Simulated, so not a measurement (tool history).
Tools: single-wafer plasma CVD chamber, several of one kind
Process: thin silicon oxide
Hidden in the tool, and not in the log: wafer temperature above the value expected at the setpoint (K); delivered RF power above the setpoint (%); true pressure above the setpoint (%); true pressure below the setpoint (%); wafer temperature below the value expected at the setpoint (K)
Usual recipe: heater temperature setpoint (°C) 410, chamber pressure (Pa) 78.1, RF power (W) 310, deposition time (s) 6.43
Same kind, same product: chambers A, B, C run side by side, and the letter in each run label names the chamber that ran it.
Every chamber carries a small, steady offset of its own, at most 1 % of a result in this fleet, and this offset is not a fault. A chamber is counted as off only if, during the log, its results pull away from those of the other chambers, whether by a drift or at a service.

| run | hour | heater temperature setpoint (°C) | chamber pressure (Pa) | RF power (W) | deposition time (s) | hours since the last thermocouple change | hours since the last RF generator calibration | hours since the last manometer calibration | read-back reference wafer on the same gauge, thickness_nm | mean film thickness on the monitor wafer (angstrom) |
|---|---|---|---|---|---|---|---|---|---|---|
| 1C | 8.4 | 410 | 78.1 | 310 | 6.43 | 1086.9 | 70.3 | 664 | 9.5724 | 85.968 |
| 2B | 14.3 | 410 | 78.1 | 310 | 6.43 | 656.7 | 637.4 | 463.4 | 9.5811 | 85.646 |
| 3A | 21.6 | 410 | 78.1 | 310 | 6.43 | 1185.6 | 43.1 | 398.5 | 9.5658 | 85.769 |
| 4A | 28.6 | 410 | 78.1 | 310 | 6.43 | 1192.6 | 50.1 | 405.5 | 9.5705 | 85.269 |
| 5C | 36.3 | 410 | 78.1 | 310 | 6.43 | 1114.8 | 98.2 | 691.9 | 9.5804 | 85.794 |
| 6B | 42.7 | 410 | 78.1 | 310 | 6.43 | 685.1 | 665.8 | 491.8 | 9.5748 | 84.957 |
| 7B | 47.7 | 410 | 78.1 | 310 | 6.43 | 690.1 | 670.8 | 496.8 | 9.5734 | 85.266 |
| 8C | 55.9 | 410 | 78.1 | 310 | 6.43 | 1134.4 | 117.8 | 711.5 | 9.567 | 85.757 |
| 9A | 64.9 | 410 | 78.1 | 310 | 6.43 | 1228.9 | 86.4 | 441.8 | 9.5599 | 85.565 |
| 10B | 70.1 | 410 | 78.1 | 310 | 6.43 | 712.5 | 693.2 | 519.2 | 9.5752 | 85.567 |
| 11C | 76 | 410 | 78.1 | 310 | 6.43 | 1154.5 | 137.9 | 731.6 | 9.5654 | 85.7 |
| 12A | 81.1 | 410 | 65.3 | 310 | 6.43 | 1245.1 | 102.6 | 458 | 9.5628 | 70.1 |
| 13A | 89.5 | 410 | 65.3 | 310 | 6.43 | 1253.5 | 111 | 466.4 | 9.5764 | 69.896 |
| 14B | 94.2 | 410 | 65.3 | 310 | 6.43 | 736.6 | 717.3 | 543.3 | 9.5661 | 70.541 |
| 15C | 99.1 | 410 | 78.1 | 310 | 6.43 | 1177.6 | 161 | 754.7 | 9.5644 | 84.609 |
| 16A | 106.3 | 410 | 78.1 | 310 | 6.43 | 1270.3 | 127.8 | 483.2 | 9.5738 | 85.604 |
| 17B | 113.9 | 410 | 78.1 | 310 | 6.43 | 756.3 | 737 | 563 | 9.57 | 85.783 |
| 18C | 120.8 | 410 | 78.1 | 360 | 5.95 | 1199.3 | 182.7 | 776.4 | 9.5682 | 83.043 |
| 19B | 125.8 | 410 | 78.1 | 360 | 5.95 | 768.2 | 748.9 | 574.9 | 9.5691 | 84.099 |
| 20A | 134.8 | 410 | 78.1 | 360 | 5.95 | 1298.8 | 156.3 | 511.7 | 9.5671 | 83.993 |
| 21C | 143.8 | 410 | 78.1 | 310 | 6.43 | 1222.3 | 205.7 | 799.4 | 9.5663 | 85.112 |
| 22C | 152.3 | 410 | 66.5 | 310 | 6.43 | 1230.8 | 214.2 | 807.9 | 9.572 | 70.266 |
| 23B | 160.3 | 410 | 66.5 | 310 | 6.43 | 802.7 | 783.4 | 609.4 | 9.5714 | 71.422 |
| 24A | 169.3 | 410 | 66.5 | 310 | 6.43 | 1333.3 | 190.8 | 546.2 | 9.5733 | 71.65 |
| 25B | 175 | 410 | 78.1 | 310 | 6.43 | 817.4 | 798.1 | 624.1 | 9.5717 | 85.31 |
| 26C | 181.3 | 410 | 78.1 | 310 | 6.43 | 1259.8 | 243.2 | 836.9 | 9.5698 | 83.606 |
| 27A | 189.3 | 410 | 78.1 | 310 | 6.43 | 1353.3 | 210.8 | 566.2 | 9.5626 | 85.78 |
| 28B | 194.6 | 410 | 78.1 | 260 | 6.82 | 837 | 817.7 | 643.7 | 9.5716 | 83.56 |
| 29A | 203 | 410 | 78.1 | 260 | 6.82 | 1367 | 224.5 | 579.9 | 9.5681 | 84.155 |
| 30C | 210.2 | 410 | 78.1 | 260 | 6.82 | 1288.7 | 272.1 | 865.8 | 9.5727 | 81.845 |
| 31A | 214.7 | 410 | 78.1 | 310 | 6.43 | 1378.7 | 236.2 | 591.6 | 9.5728 | 85.978 |
| 32B | 221.3 | 410 | 78.1 | 310 | 6.43 | 863.7 | 844.4 | 670.4 | 9.5716 | 85.668 |
| 33C | 230.5 | 410 | 78.1 | 310 | 6.43 | 1309 | 292.4 | 886.1 | 9.5683 | 82.323 |
| 34C | 237 | 410 | 78.1 | 290 | 6.43 | 1315.5 | 298.9 | 892.6 | 9.571 | 80.469 |
| 35A | 241.8 | 410 | 78.1 | 290 | 6.43 | 1405.8 | 263.3 | 618.7 | 9.5741 | 83.578 |
| 36B | 246.4 | 410 | 78.1 | 290 | 6.43 | 888.8 | 869.5 | 695.5 | 9.581 | 83.644 |
| 37C | 250.7 | 410 | 78.1 | 310 | 6.43 | 1329.2 | 312.6 | 906.3 | 9.5567 | 82.374 |
| 38B | 259 | 410 | 78.1 | 310 | 5.34 | 901.4 | 882.1 | 708.1 | 9.5781 | 70.924 |

Next, all 3 chambers run the settings below, one line each with question marks for the results. What does each chamber give?
| 39A | 265.7 | 410 | 78.1 | 310 | 6.43 |  |  |  |  | ? |
| 39B | 265.7 | 410 | 78.1 | 310 | 6.43 |  |  |  |  | ? |
| 39C | 265.7 | 410 | 78.1 | 310 | 6.43 |  |  |  |  | ? |

| run | mean film thickness on the monitor wafer (angstrom) |
|---|---|
| 39A | 85.421 |
| 39B | 85.604 |
| 39C | 81.816 |
